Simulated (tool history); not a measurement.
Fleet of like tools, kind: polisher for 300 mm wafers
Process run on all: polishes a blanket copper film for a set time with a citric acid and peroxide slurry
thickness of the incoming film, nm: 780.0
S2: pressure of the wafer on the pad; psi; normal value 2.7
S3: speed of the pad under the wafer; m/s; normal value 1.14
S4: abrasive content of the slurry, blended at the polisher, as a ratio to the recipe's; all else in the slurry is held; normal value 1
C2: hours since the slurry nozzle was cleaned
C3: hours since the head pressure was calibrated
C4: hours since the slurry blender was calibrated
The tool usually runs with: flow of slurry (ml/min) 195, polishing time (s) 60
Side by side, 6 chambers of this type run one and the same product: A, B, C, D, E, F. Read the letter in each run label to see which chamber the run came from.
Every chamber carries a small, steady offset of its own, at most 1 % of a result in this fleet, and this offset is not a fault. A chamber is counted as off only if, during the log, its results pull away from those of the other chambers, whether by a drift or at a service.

Run 1D, day 0.279: usual settings; wafers polished on this pad 828; C2 402.2; C3 98.8; C4 228.1. Result: film removed (Å) 1361.1.
At day 0.312: chamber B: worn pad replaced by a new one.
At day 0.35: chamber D: slurry blender recalibrated.
At day 0.538: chamber E: worn pad replaced by a new one.
Run 2E, day 0.704: usual settings; wafers polished on this pad 52; C2 295.8; C3 433.7; C4 245.9. Result: film removed (Å) 1328.9.
At day 0.871: chamber C: worn pad replaced by a new one.
Run 3A, day 1.138: usual settings; wafers polished on this pad 887; C2 403.8; C3 671.2; C4 193.5. Result: film removed (Å) 1337.1.
At day 1.292: chamber A: worn pad replaced by a new one.
Run 4C, day 1.5: usual settings; wafers polished on this pad 197; C2 161; C3 443.8; C4 50.3. Result: film removed (Å) 1320.3.
At day 1.754: chamber F: worn pad replaced by a new one.
Run 5B, day 1.838: usual settings but polishing time (s) 80; wafers polished on this pad 477; C2 99; C3 663.1; C4 134.1. Result: film removed (Å) 1767.3.
At day 1.933: chamber D: worn pad replaced by a new one.
Run 6F, day 2.062: usual settings but polishing time (s) 80; wafers polished on this pad 96; C2 346.9; C3 325.1; C4 167.1. Result: film removed (Å) 1751.4.
Run 7A, day 2.308: usual settings but polishing time (s) 80; wafers polished on this pad 318; C2 431.9; C3 699.3; C4 221.6. Result: film removed (Å) 1790.2.
Run 8C, day 2.529: usual settings but polishing time (s) 80; wafers polished on this pad 518; C2 185.7; C3 468.5; C4 75. Result: film removed (Å) 1749.
Run 9F, day 2.95: usual settings but polishing time (s) 80; wafers polished on this pad 374; C2 368.2; C3 346.4; C4 188.4. Result: film removed (Å) 1757.6.
Run 10B, day 3.167: usual settings but polishing time (s) 80; wafers polished on this pad 893; C2 130.9; C3 695; C4 166. Result: film removed (Å) 1755.9.
Run 11D, day 3.396: usual settings; wafers polished on this pad 458; C2 477; C3 173.6; C4 73.1. Result: film removed (Å) 1364.4.
At day 3.442: chamber E: worn pad replaced by a new one.
At day 3.554: chamber B: worn pad replaced by a new one.
At day 3.608: chamber C: worn pad replaced by a new one.
At day 3.633: chamber A: slurry blender recalibrated.
Run 12E, day 3.75: usual settings; wafers polished on this pad 97; C2 368.9; C3 506.8; C4 319. Result: film removed (Å) 1300.3.
At day 3.975: chamber B: head pressure recalibrated.
Run 13D, day 4.083: usual settings; wafers polished on this pad 673; C2 493.5; C3 190.1; C4 89.6. Result: film removed (Å) 1355.9.
At day 4.3: chamber A: worn pad replaced by a new one.
At day 4.483: chamber C: slurry blender recalibrated.
Run 14A, day 4.558: usual settings; wafers polished on this pad 81; C2 485.9; C3 753.3; C4 22.2. Result: film removed (Å) 1352.
Run 15B, day 5.025: usual settings; wafers polished on this pad 460; C2 175.5; C3 25.3; C4 210.6. Result: film removed (Å) 1314.8.
Run 16F, day 5.312: usual settings; wafers polished on this pad 1112; C2 424.9; C3 403.1; C4 245.1. Result: film removed (Å) 1312.8.
Run 17E, day 5.762: usual settings; wafers polished on this pad 726; C2 417.2; C3 555.1; C4 367.3. Result: film removed (Å) 1335.2.
At day 5.812: chamber F: worn pad replaced by a new one.
Run 18C, day 6.171: usual settings but S4 1.2; wafers polished on this pad 802; C2 273.1; C3 555.9; C4 40.5. Result: film removed (Å) 1378.5.
At day 6.425: chamber E: worn pad replaced by a new one.
Run 19B, day 6.575: usual settings but S4 1.2; wafers polished on this pad 945; C2 212.7; C3 62.5; C4 247.8. Result: film removed (Å) 1394.9.
At day 6.592: chamber C: worn pad replaced by a new one.
At day 6.658: chamber D: worn pad replaced by a new one.
At day 6.708: chamber B: worn pad replaced by a new one.
Run 20C, day 7.062: usual settings but S4 1.2; wafers polished on this pad 147; C2 294.5; C3 577.3; C4 61.9. Result: film removed (Å) 1404.4.
At day 7.312: chamber F: head pressure recalibrated.
Run 21A, day 7.321: usual settings but S4 1.2; wafers polished on this pad 945; C2 552.2; C3 819.6; C4 88.5. Result: film removed (Å) 1341.8.
At day 7.462: chamber A: worn pad replaced by a new one.
Run 22F, day 7.683: usual settings but S4 1.2; wafers polished on this pad 586; C2 481.8; C3 8.9; C4 302. Result: film removed (Å) 1381.
Run 23D, day 8.042: usual settings but S4 1.2; wafers polished on this pad 433; C2 588.5; C3 285.1; C4 184.6. Result: film removed (Å) 1452.
Run 24E, day 8.517: usual settings; wafers polished on this pad 654; C2 483.3; C3 621.2; C4 433.4. Result: film removed (Å) 1279.9.
At day 8.75: chamber A: slurry nozzle cleaned.
Run 25F, day 8.854: usual settings; wafers polished on this pad 952; C2 509.9; C3 37; C4 330.1. Result: film removed (Å) 1321.
At day 9.071: chamber E: worn pad replaced by a new one.
Run 26A, day 9.083: usual settings; wafers polished on this pad 507; C2 8.1; C3 861.9; C4 130.8. Result: film removed (Å) 1321.8.
Run 27E, day 9.388: usual settings; wafers polished on this pad 99; C2 504.2; C3 642.1; C4 454.3. Result: film removed (Å) 1298.4.
At day 9.392: chamber C: worn pad replaced by a new one.
At day 9.558: chamber C: slurry blender recalibrated.
At day 9.6: chamber F: slurry nozzle cleaned.
At day 9.729: chamber F: worn pad replaced by a new one.
At day 9.767: chamber D: slurry blender recalibrated.
Run 28B, day 9.85: usual settings but flow of slurry (ml/min) 250, S4 1.3; wafers polished on this pad 982; C2 291.3; C3 141.1; C4 326.4. Result: film removed (Å) 1464.2.
At day 9.971: chamber E: slurry blender recalibrated.
Run 29D, day 10.212: usual settings but flow of slurry (ml/min) 250, S4 1.3; wafers polished on this pad 1112; C2 640.6; C3 337.2; C4 10.8. Result: film removed (Å) 1545.6.
Run 30C, day 10.525: usual settings but flow of slurry (ml/min) 250, S4 1.3; wafers polished on this pad 354; C2 377.6; C3 660.4; C4 23.3. Result: film removed (Å) 1426.7.
At day 10.771: chamber B: slurry blender recalibrated.
Run 31D, day 10.817: usual settings but flow of slurry (ml/min) 250, S4 1.3; wafers polished on this pad 1301; C2 655.1; C3 351.7; C4 25.3. Result: film removed (Å) 1587.4.
At day 10.946: chamber B: worn pad replaced by a new one.
Run 32A, day 11.083: usual settings but flow of slurry (ml/min) 250, S4 1.3; wafers polished on this pad 1133; C2 56.1; C3 909.9; C4 178.8. Result: film removed (Å) 1436.6.
At day 11.121: chamber F: slurry blender recalibrated.
At day 11.158: chamber A: worn pad replaced by a new one.
Run 33F, day 11.392: usual settings but flow of slurry (ml/min) 250, S4 1.3; wafers polished on this pad 520; C2 43; C3 97.9; C4 6.6. Result: film removed (Å) 1454.4.
At day 11.433: chamber D: worn pad replaced by a new one.
At day 11.517: chamber E: worn pad replaced by a new one.
Run 34B, day 11.642: usual settings but flow of slurry (ml/min) 165, polishing time (s) 41; wafers polished on this pad 218; C2 334.3; C3 184.1; C4 20.9. Result: film removed (Å) 884.87.
Run 35C, day 11.979: usual settings but flow of slurry (ml/min) 165, polishing time (s) 41; wafers polished on this pad 809; C2 412.5; C3 695.3; C4 58.2. Result: film removed (Å) 866.2.
At day 12.138: chamber C: worn pad replaced by a new one.
Run 36E, day 12.45: usual settings but flow of slurry (ml/min) 165, polishing time (s) 41; wafers polished on this pad 292; C2 577.7; C3 715.6; C4 59.5. Result: film removed (Å) 869.38.
Run 37C, day 12.762: usual settings but flow of slurry (ml/min) 165, polishing time (s) 41; wafers polished on this pad 196; C2 431.3; C3 714.1; C4 77. Result: film removed (Å) 884.18.
At day 13.171: chamber B: slurry nozzle cleaned.
Run 38D, day 13.192: usual settings but flow of slurry (ml/min) 165, polishing time (s) 41; wafers polished on this pad 550; C2 712.1; C3 408.7; C4 82.3. Result: film removed (Å) 972.99.
Run 39B, day 13.567: usual settings but flow of slurry (ml/min) 165, polishing time (s) 41; wafers polished on this pad 820; C2 9.5; C3 230.3; C4 67.1. Result: film removed (Å) 884.75.
Run 40A, day 13.975: usual settings; wafers polished on this pad 881; C2 125.5; C3 979.3; C4 248.2. Result: film removed (Å) 1271.

Is one chamber off against the others, does the gauge drift, or is nothing wrong? If a chamber is off, say which, and what the likeliest cause is.

Little by little, chamber D moves away from the other chambers.
Likeliest cause: head's pressure above its setpoint, % = 11.5.

Below are 4 candidate recipes for chamber D's next run, each the usual settings with a change, their results shown as question marks. Which of them brings D's results back in line with what the other chambers give on the usual settings?
To be in line, a result may differ from the other chambers' mean on the usual settings by at most: film removed (Å) 59
Run 41D-1, day 14.325: usual settings but flow of slurry (ml/min) 190, S2 2.2 psi, S4 0.95. Result: film removed (Å) ?.
Run 41D-2, day 14.325: usual settings but S2 2.8 psi, S3 1.18 m/s, polishing time (s) 62. Result: film removed (Å) ?.
Run 41D-3, day 14.325: usual settings but S2 2.9 psi, S3 1.22 m/s, polishing time (s) 65. Result: film removed (Å) ?.
Run 41D-4, day 14.325: usual settings but S2 2.6 psi, polishing time (s) 56. Result: film removed (Å) ?.

The mean the other chambers reach with the usual settings: film removed (Å) 1321
  run  film removed (Å)
41D-1            1206.4
41D-2            1661.3
41D-3            1863.1
41D-4              1348
It is 41D-4 that realigns the chamber with its peers.
